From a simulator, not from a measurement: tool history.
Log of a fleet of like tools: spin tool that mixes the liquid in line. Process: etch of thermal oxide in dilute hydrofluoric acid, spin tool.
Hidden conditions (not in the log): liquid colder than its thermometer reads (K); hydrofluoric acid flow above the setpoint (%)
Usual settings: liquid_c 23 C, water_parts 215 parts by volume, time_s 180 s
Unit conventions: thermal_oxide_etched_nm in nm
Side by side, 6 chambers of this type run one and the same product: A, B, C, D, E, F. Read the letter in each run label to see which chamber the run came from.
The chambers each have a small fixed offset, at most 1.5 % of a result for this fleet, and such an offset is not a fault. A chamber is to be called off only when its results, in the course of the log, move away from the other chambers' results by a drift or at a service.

| run | hour | liquid_c | water_parts | time_s | hours since the thermometer was replaced | hours since the hydrofluoric acid flow meter was replaced | read-back film thickness of the thermal oxide reference wafer, read on the same gauge (nm) | thermal_oxide_etched_nm |
|---|---|---|---|---|---|---|---|---|
| 1D | 4 | 23 | 215 | 180 | 134.2 | 257.3 | 30.007 | 3.3253 |
| 2A | 8.5 | 23 | 215 | 180 | 551.8 | 962.4 | 29.976 | 3.3078 |
| 3B | 13.3 | 23 | 215 | 180 | 452.6 | 383.5 | 30 | 3.3471 |
| 4C | 17.6 | 23 | 215 | 180 | 1232.6 | 1042 | 29.987 | 3.3179 |
| 5E | 22.1 | 23 | 215 | 180 | 1693.1 | 876.3 | 29.987 | 3.3845 |
| 6F | 26.9 | 23 | 215 | 180 | 1289.6 | 131.6 | 30.003 | 3.3384 |
| 7A | 29.7 | 23 | 215 | 180 | 573 | 983.6 | 30.009 | 3.3024 |
| 8C | 32.6 | 26 | 160 | 180 | 1247.6 | 1057 | 30 | 5.2776 |
| 9E | 36.6 | 26 | 160 | 180 | 1707.6 | 890.8 | 30.005 | 5.3313 |
| 10D | 39.6 | 26 | 160 | 180 | 169.8 | 292.9 | 29.993 | 5.3463 |
| 11F | 44.6 | 26 | 160 | 180 | 1307.3 | 149.3 | 30.019 | 5.3033 |
| 12B | 49.1 | 26 | 160 | 180 | 488.4 | 419.3 | 30.003 | 5.2464 |
| 13F | 54.7 | 26 | 160 | 180 | 1317.4 | 159.4 | 30.007 | 5.3043 |
| 14E | 58.7 | 23 | 215 | 180 | 1729.7 | 912.9 | 29.981 | 3.3673 |
| 15C | 62.4 | 23 | 215 | 180 | 1277.4 | 1086.8 | 29.988 | 3.2968 |
| 16A | 66 | 23 | 215 | 180 | 609.3 | 1019.9 | 29.981 | 3.297 |
| 17D | 68.6 | 23 | 215 | 180 | 198.8 | 321.9 | 30.034 | 3.3028 |
| 18B | 73.1 | 23 | 215 | 180 | 512.4 | 443.3 | 30.027 | 3.3511 |
| 19A | 77.2 | 23 | 215 | 180 | 620.5 | 1031.1 | 30.012 | 3.2789 |
| 20C | 80 | 23 | 215 | 265 | 1295 | 1104.4 | 29.971 | 4.8637 |
| 21E | 83.8 | 23 | 215 | 265 | 1754.8 | 938 | 30.018 | 4.8747 |
| 22D | 88 | 23 | 215 | 265 | 218.2 | 341.3 | 29.988 | 4.9101 |
| 23F | 93.3 | 23 | 215 | 265 | 1356 | 198 | 29.981 | 4.8655 |
| 24B | 96.9 | 23 | 215 | 265 | 536.2 | 467.1 | 29.985 | 4.9102 |
| 25C | 101.7 | 23 | 215 | 265 | 1316.7 | 1126.1 | 29.997 | 4.8806 |
| 26A | 106.5 | 23 | 215 | 180 | 649.8 | 1060.4 | 29.973 | 3.2467 |
| 27B | 111.6 | 23 | 215 | 180 | 550.9 | 481.8 | 29.993 | 3.324 |
| 28E | 117.2 | 23 | 215 | 180 | 1788.2 | 971.4 | 30.008 | 3.336 |
| 29F | 122.6 | 19.5 | 215 | 125 | 1385.3 | 227.3 | 30.013 | 2.0096 |
| 30D | 126.4 | 19.5 | 215 | 125 | 256.6 | 379.7 | 30.01 | 2.0009 |
| 31B | 130.7 | 19.5 | 215 | 125 | 570 | 500.9 | 30.014 | 2.0159 |
| 32D | 135.6 | 19.5 | 215 | 125 | 265.8 | 388.9 | 29.999 | 2.0209 |
| 33C | 139 | 19.5 | 215 | 125 | 1354 | 1163.4 | 30.015 | 2.0256 |
| 34E | 142.8 | 19.5 | 215 | 125 | 1813.8 | 997 | 30.02 | 2.0463 |
| 35A | 146.7 | 23 | 215 | 180 | 690 | 1100.6 | 29.959 | 3.1394 |
| 36F | 151.1 | 23 | 215 | 180 | 1413.8 | 255.8 | 29.948 | 3.3342 |
| 37A | 154 | 23 | 215 | 180 | 697.3 | 1107.9 | 30.019 | 3.1278 |
| 38F | 159.4 | 27.5 | 215 | 180 | 1422.1 | 264.1 | 30.001 | 3.8816 |

All 6 chambers run these settings next. Forecast each chamber's results:
| 39A | 163.6 | 20.5 | 215 | 180 |  |  |  | ? |
| 39B | 163.6 | 20.5 | 215 | 180 |  |  |  | ? |
| 39C | 163.6 | 20.5 | 215 | 180 |  |  |  | ? |
| 39D | 163.6 | 20.5 | 215 | 180 |  |  |  | ? |
| 39E | 163.6 | 20.5 | 215 | 180 |  |  |  | ? |
| 39F | 163.6 | 20.5 | 215 | 180 |  |  |  | ? |

| run | thermal_oxide_etched_nm |
|---|---|
| 39A | 2.8044 |
| 39B | 3.0363 |
| 39C | 3.0142 |
| 39D | 3.0176 |
| 39E | 3.0321 |
| 39F | 3.0101 |

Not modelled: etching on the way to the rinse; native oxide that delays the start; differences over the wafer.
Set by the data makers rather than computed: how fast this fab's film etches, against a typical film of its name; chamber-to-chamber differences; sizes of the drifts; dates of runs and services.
